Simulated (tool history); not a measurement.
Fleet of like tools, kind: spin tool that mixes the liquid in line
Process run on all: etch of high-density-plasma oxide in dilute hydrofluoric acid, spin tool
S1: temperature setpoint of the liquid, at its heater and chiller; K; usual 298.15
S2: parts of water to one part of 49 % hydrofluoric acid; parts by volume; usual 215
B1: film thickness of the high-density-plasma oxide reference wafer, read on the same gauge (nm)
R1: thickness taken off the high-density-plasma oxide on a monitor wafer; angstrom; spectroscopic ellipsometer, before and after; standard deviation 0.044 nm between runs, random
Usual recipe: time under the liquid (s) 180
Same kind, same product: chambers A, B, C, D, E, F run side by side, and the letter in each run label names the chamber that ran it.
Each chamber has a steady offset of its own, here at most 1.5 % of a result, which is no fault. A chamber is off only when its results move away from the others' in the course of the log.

run 1C hour=4.4 | S1=298.15 S2=215 time_under_the_liquid_(s)=180 | B1=130.02 | R1=49.86
run 2E hour=9.6 | S1=298.15 S2=215 time_under_the_liquid_(s)=180 | B1=129.97 | R1=48.216
run 3B hour=14.4 | S1=298.15 S2=215 time_under_the_liquid_(s)=180 | B1=130.01 | R1=47.729
run 4D hour=20.8 | S1=298.15 S2=215 time_under_the_liquid_(s)=180 | B1=130 | R1=48.836
run 5F hour=25.5 | S1=298.15 S2=215 time_under_the_liquid_(s)=180 | B1=130.03 | R1=47.62
-- hour=28.8 chamber B: thermometer replaced
run 6A hour=30.5 | S1=298.15 S2=215 time_under_the_liquid_(s)=180 | B1=130.01 | R1=48.483
run 7C hour=37.4 | S1=298.15 S2=215 time_under_the_liquid_(s)=180 | B1=129.96 | R1=49.106
run 8D hour=41.5 | S1=298.15 S2=215 time_under_the_liquid_(s)=180 | B1=130.02 | R1=49.336
run 9A hour=46.3 | S1=298.15 S2=215 time_under_the_liquid_(s)=180 | B1=129.98 | R1=49.073
run 10B hour=52.4 | S1=298.15 S2=215 time_under_the_liquid_(s)=180 | B1=129.99 | R1=48.552
run 11F hour=56.2 | S1=298.15 S2=215 time_under_the_liquid_(s)=180 | B1=130 | R1=46.605
run 12E hour=61.5 | S1=298.15 S2=215 time_under_the_liquid_(s)=180 | B1=130.02 | R1=48.25
run 13C hour=67.3 | S1=298.15 S2=215 time_under_the_liquid_(s)=180 | B1=129.98 | R1=50.26
run 14B hour=72.5 | S1=298.15 S2=215 time_under_the_liquid_(s)=180 | B1=130.03 | R1=48.596
run 15D hour=78.3 | S1=298.15 S2=215 time_under_the_liquid_(s)=180 | B1=129.94 | R1=48.989
run 16A hour=85 | S1=298.15 S2=215 time_under_the_liquid_(s)=180 | B1=130.04 | R1=48.247
run 17E hour=90.8 | S1=298.15 S2=215 time_under_the_liquid_(s)=180 | B1=130.01 | R1=48.997
run 18F hour=94.5 | S1=298.15 S2=215 time_under_the_liquid_(s)=180 | B1=129.99 | R1=46.026
run 19D hour=99.9 | S1=298.15 S2=215 time_under_the_liquid_(s)=180 | B1=129.98 | R1=48.909
run 20C hour=105.6 | S1=298.15 S2=215 time_under_the_liquid_(s)=180 | B1=129.98 | R1=49.704
run 21B hour=111.1 | S1=298.15 S2=215 time_under_the_liquid_(s)=180 | B1=129.98 | R1=48.284
run 22F hour=115.2 | S1=298.15 S2=215 time_under_the_liquid_(s)=180 | B1=129.99 | R1=45.753
run 23A hour=118.9 | S1=298.15 S2=215 time_under_the_liquid_(s)=180 | B1=130.03 | R1=48.493
run 24E hour=124.4 | S1=298.15 S2=215 time_under_the_liquid_(s)=180 | B1=129.97 | R1=48.434
run 25E hour=129.5 | S1=298.15 S2=215 time_under_the_liquid_(s)=180 | B1=130.02 | R1=49.011
run 26C hour=134.3 | S1=298.15 S2=215 time_under_the_liquid_(s)=180 | B1=129.98 | R1=49.44
run 27A hour=139 | S1=298.15 S2=215 time_under_the_liquid_(s)=180 | B1=129.96 | R1=49.011
run 28F hour=145.9 | S1=298.15 S2=215 time_under_the_liquid_(s)=180 | B1=130.01 | R1=45.212
run 29D hour=150.4 | S1=298.15 S2=215 time_under_the_liquid_(s)=180 | B1=130.02 | R1=48.718
run 30B hour=157.2 | S1=298.15 S2=120 time_under_the_liquid_(s)=235 | B1=129.99 | R1=125.82
run 31E hour=160.7 | S1=298.15 S2=120 time_under_the_liquid_(s)=235 | B1=130 | R1=125.02
run 32A hour=166.6 | S1=298.15 S2=120 time_under_the_liquid_(s)=235 | B1=130 | R1=127.23
run 33C hour=170.3 | S1=298.15 S2=120 time_under_the_liquid_(s)=235 | B1=130 | R1=126.85
run 34B hour=177.2 | S1=298.15 S2=120 time_under_the_liquid_(s)=235 | B1=129.99 | R1=126.13
run 35D hour=181.4 | S1=298.15 S2=120 time_under_the_liquid_(s)=235 | B1=130.04 | R1=129.41
run 36F hour=186.6 | S1=298.15 S2=215 time_under_the_liquid_(s)=180 | B1=130.01 | R1=43.376
run 37B hour=191.7 | S1=298.15 S2=215 time_under_the_liquid_(s)=180 | B1=130.03 | R1=49.91
run 38E hour=197 | S1=301.15 S2=110 time_under_the_liquid_(s)=180 | B1=130.01 | R1=118.59
run 39A hour=202 | S1=301.15 S2=110 time_under_the_liquid_(s)=180 | B1=130 | R1=121.74
run 40C hour=205.8 | S1=301.15 S2=110 time_under_the_liquid_(s)=180 | B1=130 | R1=123.68

Predict what each chamber gives when all 6 of them run the settings below next.
run 41A hour=210.8 | S1=298.15 S2=215 time_under_the_liquid_(s)=180 | R1=?
run 41B hour=210.8 | S1=298.15 S2=215 time_under_the_liquid_(s)=180 | R1=?
run 41C hour=210.8 | S1=298.15 S2=215 time_under_the_liquid_(s)=180 | R1=?
run 41D hour=210.8 | S1=298.15 S2=215 time_under_the_liquid_(s)=180 | R1=?
run 41E hour=210.8 | S1=298.15 S2=215 time_under_the_liquid_(s)=180 | R1=?
run 41F hour=210.8 | S1=298.15 S2=215 time_under_the_liquid_(s)=180 | R1=?

run=41A R1=48.234
run=41B R1=48.417
run=41C R1=49.755
run=41D R1=48.707
run=41E R1=49.023
run=41F R1=43.475

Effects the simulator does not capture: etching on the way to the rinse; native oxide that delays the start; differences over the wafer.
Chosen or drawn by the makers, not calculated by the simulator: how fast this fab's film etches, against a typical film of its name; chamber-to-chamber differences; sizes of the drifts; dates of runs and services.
